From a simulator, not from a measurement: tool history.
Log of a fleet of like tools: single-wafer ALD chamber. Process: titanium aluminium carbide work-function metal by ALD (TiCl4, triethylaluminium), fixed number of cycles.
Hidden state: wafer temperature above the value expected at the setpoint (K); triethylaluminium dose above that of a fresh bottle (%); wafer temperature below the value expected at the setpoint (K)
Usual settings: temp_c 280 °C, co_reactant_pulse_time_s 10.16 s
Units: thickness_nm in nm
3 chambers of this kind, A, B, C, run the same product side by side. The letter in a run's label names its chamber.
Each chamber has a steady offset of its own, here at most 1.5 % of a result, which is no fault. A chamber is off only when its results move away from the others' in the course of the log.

| run | hour | temp_c | co_reactant_pulse_time_s | hours since the last thermocouple change | hours since the last triethylaluminium bottle change | read-back reference wafer on the same gauge, thickness_nm | thickness_nm |
|---|---|---|---|---|---|---|---|
| 1B | 3.7 | 280 | 10.16 | 680.4 | 1859.4 | 2.1707 | 1.8481 |
| 2C | 7.3 | 280 | 10.16 | 872 | 512.5 | 2.1709 | 1.8748 |
| 3A | 10.2 | 280 | 10.16 | 475.2 | 495.4 | 2.1703 | 1.8458 |
| 4C | 14.7 | 280 | 10.16 | 879.4 | 519.9 | 2.1699 | 1.8508 |
| 5A | 18.3 | 280 | 10.16 | 483.3 | 503.5 | 2.1695 | 1.8391 |
| 6B | 22.6 | 293 | 10.16 | 699.3 | 1878.3 | 2.1693 | 1.9563 |
| 7A | 27 | 293 | 10.16 | 492 | 512.2 | 2.1695 | 1.948 |
| 8B | 32.9 | 293 | 10.16 | 709.6 | 1888.6 | 2.1711 | 1.9494 |
| 9C | 37.2 | 280 | 10.16 | 901.9 | 542.4 | 2.171 | 1.8488 |
| 10A | 42.6 | 280 | 10.16 | 507.6 | 527.8 | 2.1712 | 1.8201 |
| 11B | 46.9 | 280 | 10.16 | 723.6 | 1902.6 | 2.1731 | 1.8347 |
| 12C | 53.6 | 280 | 10.16 | 918.3 | 558.8 | 2.1714 | 1.8713 |
| 13A | 58.8 | 280 | 10.16 | 523.8 | 544 | 2.1693 | 1.8475 |
| 14C | 62.9 | 280 | 10.16 | 927.6 | 568.1 | 2.1698 | 1.8496 |
| 15B | 65.9 | 286 | 7.26 | 742.6 | 1921.6 | 2.1702 | 1.7853 |
| 16C | 71.3 | 286 | 7.26 | 936 | 576.5 | 2.1685 | 1.7972 |
| 17B | 74.8 | 286 | 7.26 | 751.5 | 1930.5 | 2.1687 | 1.7946 |
| 18A | 77.9 | 280 | 10.16 | 542.9 | 563.1 | 2.1714 | 1.8417 |
| 19A | 82.7 | 280 | 10.16 | 547.7 | 567.9 | 2.1702 | 1.8194 |
| 20B | 87.7 | 280 | 13.4 | 764.4 | 1943.4 | 2.1707 | 1.8695 |
|  | 90.2 | chamber C: triethylaluminium bottle replaced |
| 21C | 92.3 | 280 | 13.4 | 957 | 2.2 | 2.1694 | 1.8855 |
| 22B | 96.2 | 280 | 13.4 | 772.9 | 1951.9 | 2.1711 | 1.8689 |
| 23C | 100.3 | 280 | 10.16 | 965 | 10.2 | 2.1673 | 1.8436 |
| 24A | 105.8 | 280 | 10.16 | 570.8 | 591 | 2.1711 | 1.8376 |
| 25A | 111.1 | 280 | 10.16 | 576.1 | 596.3 | 2.1694 | 1.8392 |
| 26B | 115.5 | 280 | 10.16 | 792.2 | 1971.2 | 2.1701 | 1.8397 |
| 27C | 120.9 | 280 | 10.16 | 985.6 | 30.8 | 2.1688 | 1.8457 |
| 28A | 126.6 | 280 | 10.16 | 591.6 | 611.8 | 2.169 | 1.8314 |
| 29B | 132 | 280 | 10.16 | 808.7 | 1987.7 | 2.1711 | 1.8387 |
| 30C | 138.4 | 293 | 8.38 | 1003.1 | 48.3 | 2.1694 | 1.8991 |
| 31B | 144.1 | 293 | 8.38 | 820.8 | 1999.8 | 2.1696 | 1.9046 |
|  | 147.3 | chamber B: triethylaluminium bottle replaced |
| 32A | 147.4 | 293 | 8.38 | 612.4 | 632.6 | 2.1694 | 1.8745 |
| 33C | 153.3 | 280 | 10.16 | 1018 | 63.2 | 2.1688 | 1.8479 |
| 34C | 156.8 | 280 | 10.16 | 1021.5 | 66.7 | 2.1725 | 1.8395 |
| 35B | 162.7 | 285 | 8.07 | 839.4 | 15.5 | 2.1698 | 1.8297 |
| 36A | 166.5 | 285 | 8.07 | 631.5 | 651.7 | 2.1698 | 1.82 |
| 37A | 169.6 | 285 | 8.07 | 634.6 | 654.8 | 2.1687 | 1.8186 |
| 38B | 173.7 | 280 | 10.16 | 850.4 | 26.5 | 2.1672 | 1.8352 |
| 39C | 178.7 | 280 | 10.16 | 1043.4 | 88.6 | 2.1695 | 1.8672 |
| 40C | 182.8 | 280 | 10.16 | 1047.5 | 92.7 | 2.1722 | 1.8583 |
| 41B | 188.8 | 280 | 10.16 | 865.5 | 41.6 | 2.1687 | 1.8355 |
| 42A | 193.5 | 280 | 10.16 | 658.5 | 678.7 | 2.1707 | 1.8403 |
| 43B | 198.5 | 280 | 10.16 | 875.2 | 51.3 | 2.1708 | 1.8482 |

Next, every chamber runs the same settings. What will each give?
| 44A | 203.3 | 267 | 10.16 |  |  |  | ? |
| 44B | 203.3 | 267 | 10.16 |  |  |  | ? |
| 44C | 203.3 | 267 | 10.16 |  |  |  | ? |

| run | thickness_nm |
|---|---|
| 44A | 1.7139 |
| 44B | 1.7254 |
| 44C | 1.7239 |

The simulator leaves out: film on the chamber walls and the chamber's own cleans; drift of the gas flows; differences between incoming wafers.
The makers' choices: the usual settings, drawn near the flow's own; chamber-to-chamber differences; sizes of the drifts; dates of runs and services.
